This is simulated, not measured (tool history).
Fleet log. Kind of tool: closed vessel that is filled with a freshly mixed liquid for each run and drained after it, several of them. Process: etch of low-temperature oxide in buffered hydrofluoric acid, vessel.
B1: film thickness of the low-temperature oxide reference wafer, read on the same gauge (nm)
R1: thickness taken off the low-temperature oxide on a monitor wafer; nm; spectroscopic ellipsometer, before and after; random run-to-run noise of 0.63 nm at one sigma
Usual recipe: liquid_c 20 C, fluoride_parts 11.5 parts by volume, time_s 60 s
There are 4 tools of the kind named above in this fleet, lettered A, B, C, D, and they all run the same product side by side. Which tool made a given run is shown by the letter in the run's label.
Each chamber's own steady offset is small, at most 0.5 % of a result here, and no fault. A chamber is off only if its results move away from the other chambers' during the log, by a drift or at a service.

{"hour": 0.8, "done": "chamber A: thermometer replaced"}
{"run": "1A", "hour": 4.7, "liquid_c": 20, "fluoride_parts": 11.5, "time_s": 60, "B1": 49.999, "R1": 103.21}
{"run": "2C", "hour": 8.6, "liquid_c": 20, "fluoride_parts": 11.5, "time_s": 60, "B1": 49.99, "R1": 102.42}
{"run": "3B", "hour": 13.3, "liquid_c": 20, "fluoride_parts": 11.5, "time_s": 60, "B1": 50.012, "R1": 102.11}
{"hour": 18.0, "done": "chamber A: hydrofluoric acid flow meter replaced"}
{"run": "4D", "hour": 18.4, "liquid_c": 20, "fluoride_parts": 11.5, "time_s": 60, "B1": 49.977, "R1": 102.99}
{"run": "5B", "hour": 21.9, "liquid_c": 20, "fluoride_parts": 11.5, "time_s": 60, "B1": 50.033, "R1": 102.76}
{"run": "6D", "hour": 25.0, "liquid_c": 20, "fluoride_parts": 11.5, "time_s": 60, "B1": 50.001, "R1": 101.66}
{"run": "7A", "hour": 29.9, "liquid_c": 20, "fluoride_parts": 11.5, "time_s": 60, "B1": 50.005, "R1": 102.29}
{"run": "8C", "hour": 33.8, "liquid_c": 20, "fluoride_parts": 11.5, "time_s": 60, "B1": 49.964, "R1": 102.53}
{"run": "9C", "hour": 38.4, "liquid_c": 17, "fluoride_parts": 11.5, "time_s": 70, "B1": 50.01, "R1": 101.01}
{"run": "10B", "hour": 42.2, "liquid_c": 17, "fluoride_parts": 11.5, "time_s": 70, "B1": 50.006, "R1": 100.38}
{"run": "11A", "hour": 44.7, "liquid_c": 17, "fluoride_parts": 11.5, "time_s": 70, "B1": 49.995, "R1": 100.48}
{"run": "12D", "hour": 49.4, "liquid_c": 17, "fluoride_parts": 11.5, "time_s": 70, "B1": 49.995, "R1": 100.23}
{"run": "13C", "hour": 53.7, "liquid_c": 20, "fluoride_parts": 8, "time_s": 60, "B1": 50.031, "R1": 140.25}
{"run": "14B", "hour": 57.7, "liquid_c": 20, "fluoride_parts": 8, "time_s": 60, "B1": 50.007, "R1": 143.85}
{"run": "15D", "hour": 60.9, "liquid_c": 20, "fluoride_parts": 8, "time_s": 60, "B1": 49.976, "R1": 139.19}
{"run": "16A", "hour": 65.5, "liquid_c": 20, "fluoride_parts": 8, "time_s": 60, "B1": 50, "R1": 141.94}
{"run": "17B", "hour": 69.0, "liquid_c": 20, "fluoride_parts": 11.5, "time_s": 60, "B1": 49.993, "R1": 101.74}
{"run": "18D", "hour": 71.8, "liquid_c": 20, "fluoride_parts": 11.5, "time_s": 60, "B1": 49.995, "R1": 99.952}
{"run": "19A", "hour": 74.6, "liquid_c": 24, "fluoride_parts": 13.5, "time_s": 60, "B1": 50.009, "R1": 108.6}
{"run": "20C", "hour": 79.1, "liquid_c": 24, "fluoride_parts": 13.5, "time_s": 60, "B1": 49.982, "R1": 109.98}
{"run": "21C", "hour": 82.6, "liquid_c": 24, "fluoride_parts": 13.5, "time_s": 60, "B1": 49.98, "R1": 110.06}
{"run": "22A", "hour": 86.6, "liquid_c": 24, "fluoride_parts": 13.5, "time_s": 60, "B1": 49.992, "R1": 109.12}
{"run": "23B", "hour": 91.8, "liquid_c": 20, "fluoride_parts": 11.5, "time_s": 60, "B1": 50.019, "R1": 102.82}
{"run": "24D", "hour": 94.7, "liquid_c": 20, "fluoride_parts": 11.5, "time_s": 60, "B1": 49.992, "R1": 98.913}
{"run": "25A", "hour": 99.7, "liquid_c": 20, "fluoride_parts": 11.5, "time_s": 60, "B1": 50.009, "R1": 103.28}
{"run": "26C", "hour": 102.3, "liquid_c": 20, "fluoride_parts": 11.5, "time_s": 60, "B1": 49.978, "R1": 103.12}
{"run": "27B", "hour": 107.3, "liquid_c": 20, "fluoride_parts": 11.5, "time_s": 60, "B1": 49.979, "R1": 102.63}
{"run": "28D", "hour": 111.9, "liquid_c": 20, "fluoride_parts": 11.5, "time_s": 60, "B1": 49.995, "R1": 97.516}
{"run": "29A", "hour": 117.0, "liquid_c": 20, "fluoride_parts": 11.5, "time_s": 60, "B1": 50.016, "R1": 103.18}
{"run": "30C", "hour": 121.8, "liquid_c": 17, "fluoride_parts": 11.5, "time_s": 40, "B1": 50.01, "R1": 57.312}
{"run": "31D", "hour": 127.0, "liquid_c": 17, "fluoride_parts": 11.5, "time_s": 40, "B1": 49.97, "R1": 54.172}
{"run": "32B", "hour": 131.8, "liquid_c": 17, "fluoride_parts": 11.5, "time_s": 40, "B1": 50.027, "R1": 57.336}
{"run": "33B", "hour": 134.8, "liquid_c": 17, "fluoride_parts": 11.5, "time_s": 40, "B1": 49.993, "R1": 57.591}
{"run": "34A", "hour": 138.5, "liquid_c": 20, "fluoride_parts": 11.5, "time_s": 60, "B1": 50.021, "R1": 101.54}
{"run": "35D", "hour": 143.0, "liquid_c": 20, "fluoride_parts": 11.5, "time_s": 60, "B1": 50.033, "R1": 96.026}
{"run": "36C", "hour": 148.1, "liquid_c": 20, "fluoride_parts": 11.5, "time_s": 60, "B1": 49.977, "R1": 101.9}

The same settings go to every chamber for the next run, one line per chamber below. Forecast the results for each:
{"run": "37A", "hour": 151.9, "liquid_c": 20, "fluoride_parts": 11.5, "time_s": 60, "R1": "?"}
{"run": "37B", "hour": 151.9, "liquid_c": 20, "fluoride_parts": 11.5, "time_s": 60, "R1": "?"}
{"run": "37C", "hour": 151.9, "liquid_c": 20, "fluoride_parts": 11.5, "time_s": 60, "R1": "?"}
{"run": "37D", "hour": 151.9, "liquid_c": 20, "fluoride_parts": 11.5, "time_s": 60, "R1": "?"}

run=37A R1=102.38
run=37B R1=102.63
run=37C R1=103.04
run=37D R1=96.071

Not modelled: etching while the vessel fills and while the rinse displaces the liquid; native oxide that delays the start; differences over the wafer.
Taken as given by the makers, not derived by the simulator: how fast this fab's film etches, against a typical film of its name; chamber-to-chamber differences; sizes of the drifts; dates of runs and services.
